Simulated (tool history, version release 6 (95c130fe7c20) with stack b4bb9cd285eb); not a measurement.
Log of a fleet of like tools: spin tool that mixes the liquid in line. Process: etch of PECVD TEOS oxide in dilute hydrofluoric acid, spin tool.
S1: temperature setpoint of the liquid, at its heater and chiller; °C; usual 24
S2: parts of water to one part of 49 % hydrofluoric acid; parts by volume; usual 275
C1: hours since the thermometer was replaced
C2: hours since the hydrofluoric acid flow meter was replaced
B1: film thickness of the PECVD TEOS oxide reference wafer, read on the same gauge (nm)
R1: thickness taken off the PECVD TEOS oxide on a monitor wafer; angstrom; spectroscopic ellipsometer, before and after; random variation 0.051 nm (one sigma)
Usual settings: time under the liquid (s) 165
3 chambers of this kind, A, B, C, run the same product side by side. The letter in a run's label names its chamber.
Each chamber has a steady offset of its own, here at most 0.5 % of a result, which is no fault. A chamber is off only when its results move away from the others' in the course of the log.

Run 1C, hour 10.7: usual settings; C1 1312.9; C2 1094.6; B1 59.969. Result: R1 101.84 angstrom.
Run 2A, hour 21.3: usual settings; C1 465.5; C2 763; B1 60.001. Result: R1 102.46 angstrom.
Run 3B, hour 33.5: usual settings; C1 2345.5; C2 798; B1 60.013. Result: R1 102 angstrom.
Run 4A, hour 40.6: usual settings; C1 484.8; C2 782.3; B1 59.956. Result: R1 102.97 angstrom.
Run 5B, hour 48.7: usual settings; C1 2360.7; C2 813.2; B1 60.031. Result: R1 101.97 angstrom.
Run 6C, hour 63.7: usual settings; C1 1365.9; C2 1147.6; B1 60.037. Result: R1 102.07 angstrom.
Run 7A, hour 78: usual settings; C1 522.2; C2 819.7; B1 59.986. Result: R1 102.76 angstrom.
Run 8B, hour 92.1: usual settings; C1 2404.1; C2 856.6; B1 59.985. Result: R1 102.62 angstrom.
Run 9C, hour 106.7: usual settings but S2 165 parts by volume; C1 1408.9; C2 1190.6; B1 60.006. Result: R1 192.4 angstrom.
At hour 109.9: chamber B: thermometer replaced.
Run 10C, hour 119.3: usual settings but S2 165 parts by volume; C1 1421.5; C2 1203.2; B1 60.016. Result: R1 192.06 angstrom.
Run 11B, hour 126.2: usual settings but S2 165 parts by volume; C1 16.4; C2 890.7; B1 60.004. Result: R1 193.4 angstrom.
Run 12A, hour 137.3: usual settings; C1 581.5; C2 879; B1 59.996. Result: R1 101.51 angstrom.
Run 13C, hour 145.4: usual settings; C1 1447.6; C2 1229.3; B1 59.981. Result: R1 102.51 angstrom.
Run 14A, hour 160.4: usual settings; C1 604.6; C2 902.1; B1 60.011. Result: R1 102.15 angstrom.
Run 15B, hour 174.8: usual settings but time under the liquid (s) 250; C1 65; C2 939.3; B1 60.02. Result: R1 155.42 angstrom.
Run 16B, hour 183.2: usual settings but time under the liquid (s) 250; C1 73.4; C2 947.7; B1 59.969. Result: R1 154.06 angstrom.
Run 17C, hour 195.6: usual settings but time under the liquid (s) 250; C1 1497.8; C2 1279.5; B1 60.006. Result: R1 155.61 angstrom.
Run 18A, hour 204: usual settings; C1 648.2; C2 945.7; B1 59.992. Result: R1 103.82 angstrom.
Run 19B, hour 217.4: usual settings; C1 107.6; C2 981.9; B1 59.965. Result: R1 101.79 angstrom.
Run 20A, hour 232.9: usual settings; C1 677.1; C2 974.6; B1 59.982. Result: R1 102.14 angstrom.
Run 21C, hour 247.9: usual settings; C1 1550.1; C2 1331.8; B1 60.002. Result: R1 102.28 angstrom.
Run 22B, hour 255.5: usual settings; C1 145.7; C2 1020; B1 60.004. Result: R1 101.92 angstrom.
Run 23A, hour 270.6: usual settings; C1 714.8; C2 1012.3; B1 59.966. Result: R1 103.88 angstrom.
Run 24C, hour 286.2: usual settings; C1 1588.4; C2 1370.1; B1 60.007. Result: R1 102.32 angstrom.
Run 25A, hour 299.5: usual settings; C1 743.7; C2 1041.2; B1 59.983. Result: R1 103.32 angstrom.
Run 26B, hour 314.9: usual settings but S1 28 °C, time under the liquid (s) 245; C1 205.1; C2 1079.4; B1 60.04. Result: R1 172.91 angstrom.
Run 27C, hour 328.8: usual settings but S1 28 °C, time under the liquid (s) 245; C1 1631; C2 1412.7; B1 59.99. Result: R1 174.55 angstrom.
Run 28B, hour 343.2: usual settings but S1 28 °C, time under the liquid (s) 245; C1 233.4; C2 1107.7; B1 60.024. Result: R1 174.24 angstrom.
Run 29C, hour 357: usual settings; C1 1659.2; C2 1440.9; B1 60.014. Result: R1 103.55 angstrom.
Run 30A, hour 371.8: usual settings; C1 816; C2 1113.5; B1 59.976. Result: R1 104.03 angstrom.
Run 31B, hour 385.6: usual settings but S1 26 °C, time under the liquid (s) 70; C1 275.8; C2 1150.1; B1 59.987. Result: R1 46.47 angstrom.
Run 32A, hour 396.6: usual settings but S1 26 °C, time under the liquid (s) 70; C1 840.8; C2 1138.3; B1 60.008. Result: R1 47.671 angstrom.
Run 33C, hour 405.2: usual settings but S1 26 °C, time under the liquid (s) 70; C1 1707.4; C2 1489.1; B1 59.998. Result: R1 46.55 angstrom.
Run 34A, hour 419.7: usual settings; C1 863.9; C2 1161.4; B1 59.968. Result: R1 104.79 angstrom.
Run 35C, hour 432.3: usual settings; C1 1734.5; C2 1516.2; B1 59.98. Result: R1 102.41 angstrom.
Run 36B, hour 445.1: usual settings; C1 335.3; C2 1209.6; B1 59.978. Result: R1 102.3 angstrom.
Run 37C, hour 459.1: usual settings; C1 1761.3; C2 1543; B1 60.003. Result: R1 102.43 angstrom.
Run 38B, hour 469.1: usual settings; C1 359.3; C2 1233.6; B1 59.998. Result: R1 101.38 angstrom.
Run 39A, hour 477.2: usual settings; C1 921.4; C2 1218.9; B1 60.007. Result: R1 105.59 angstrom.
Run 40A, hour 490.8: usual settings; C1 935; C2 1232.5; B1 60.004. Result: R1 105.1 angstrom.
Run 41C, hour 497.7: usual settings; C1 1799.9; C2 1581.6; B1 59.97. Result: R1 102.81 angstrom.
Run 42B, hour 510.5: usual settings; C1 400.7; C2 1275; B1 59.984. Result: R1 102.4 angstrom.
Run 43B, hour 520.9: usual settings; C1 411.1; C2 1285.4; B1 60.022. Result: R1 101.36 angstrom.
Run 44C, hour 534: usual settings; C1 1836.2; C2 1617.9; B1 60.016. Result: R1 101.58 angstrom.

Next, every chamber runs the same settings. What will each give?
Run 45A, hour 545.3: usual settings but S1 26 °C. Result: R1 ?.
Run 45B, hour 545.3: usual settings but S1 26 °C. Result: R1 ?.
Run 45C, hour 545.3: usual settings but S1 26 °C. Result: R1 ?.

run      R1
45A  113.13
45B  109.47
45C  109.44

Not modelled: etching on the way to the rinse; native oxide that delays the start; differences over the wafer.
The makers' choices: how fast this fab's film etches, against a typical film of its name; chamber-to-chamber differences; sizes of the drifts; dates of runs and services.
